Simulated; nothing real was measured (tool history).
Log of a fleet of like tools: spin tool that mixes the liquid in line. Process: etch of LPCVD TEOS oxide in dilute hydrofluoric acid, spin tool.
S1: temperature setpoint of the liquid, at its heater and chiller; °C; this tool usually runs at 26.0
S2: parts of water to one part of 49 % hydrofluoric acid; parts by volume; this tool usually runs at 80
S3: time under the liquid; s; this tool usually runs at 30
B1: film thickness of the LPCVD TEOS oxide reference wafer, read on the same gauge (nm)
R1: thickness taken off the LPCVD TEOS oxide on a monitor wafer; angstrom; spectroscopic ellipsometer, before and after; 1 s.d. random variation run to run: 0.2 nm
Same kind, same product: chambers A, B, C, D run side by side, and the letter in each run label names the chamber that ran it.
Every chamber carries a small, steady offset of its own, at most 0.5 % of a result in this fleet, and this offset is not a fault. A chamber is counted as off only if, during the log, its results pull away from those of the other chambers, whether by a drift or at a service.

run,hour,S1,S2,S3,B1,R1
1C,9.7,26.0,80,30,69.990,201.89
2A,19.1,26.0,80,30,70.012,204.38
3D,25.4,26.0,80,30,70.015,204.35
4B,32.7,26.0,80,30,69.985,206.88
5D,41.8,26.0,80,30,69.995,204.95
6C,46.5,26.0,80,30,69.988,204.52
7B,51.7,26.0,80,30,69.993,207.51
8A,60.8,26.0,80,30,70.013,206.86
9A,70.9,26.0,80,30,69.991,211.85
10C,78.2,26.0,80,30,69.995,206.41
# hour 84.8: chamber B: hydrofluoric acid flow meter replaced
11B,87.2,26.0,80,30,70.009,203.05
# hour 87.9: chamber D: hydrofluoric acid flow meter replaced
12D,92.2,26.0,80,30,70.017,203.09
13C,101.4,26.0,80,30,70.008,202.55
14D,111.3,26.0,80,30,69.974,202.07
15B,120.3,26.0,80,30,69.994,201.92
16A,125.0,26.0,80,30,70.014,217.17
17D,129.6,27.5,80,30,70.047,219.49
18A,137.0,27.5,80,30,69.984,228.04
19C,142.2,27.5,80,30,69.982,213.32
20B,152.7,27.5,80,30,69.984,213.30
21C,161.9,26.0,80,35,69.983,236.18
22A,167.0,26.0,80,35,70.029,258.08
23B,173.7,26.0,80,35,69.987,236.19
24D,179.3,26.0,80,35,70.000,239.78

Each of the 4 chambers runs these same settings next. Fill in every chamber's results:
25A,186.9,26.0,80,15,,?
25B,186.9,26.0,80,15,,?
25C,186.9,26.0,80,15,,?
25D,186.9,26.0,80,15,,?

run,R1
25A,114.60
25B,101.05
25C,101.27
25D,103.17
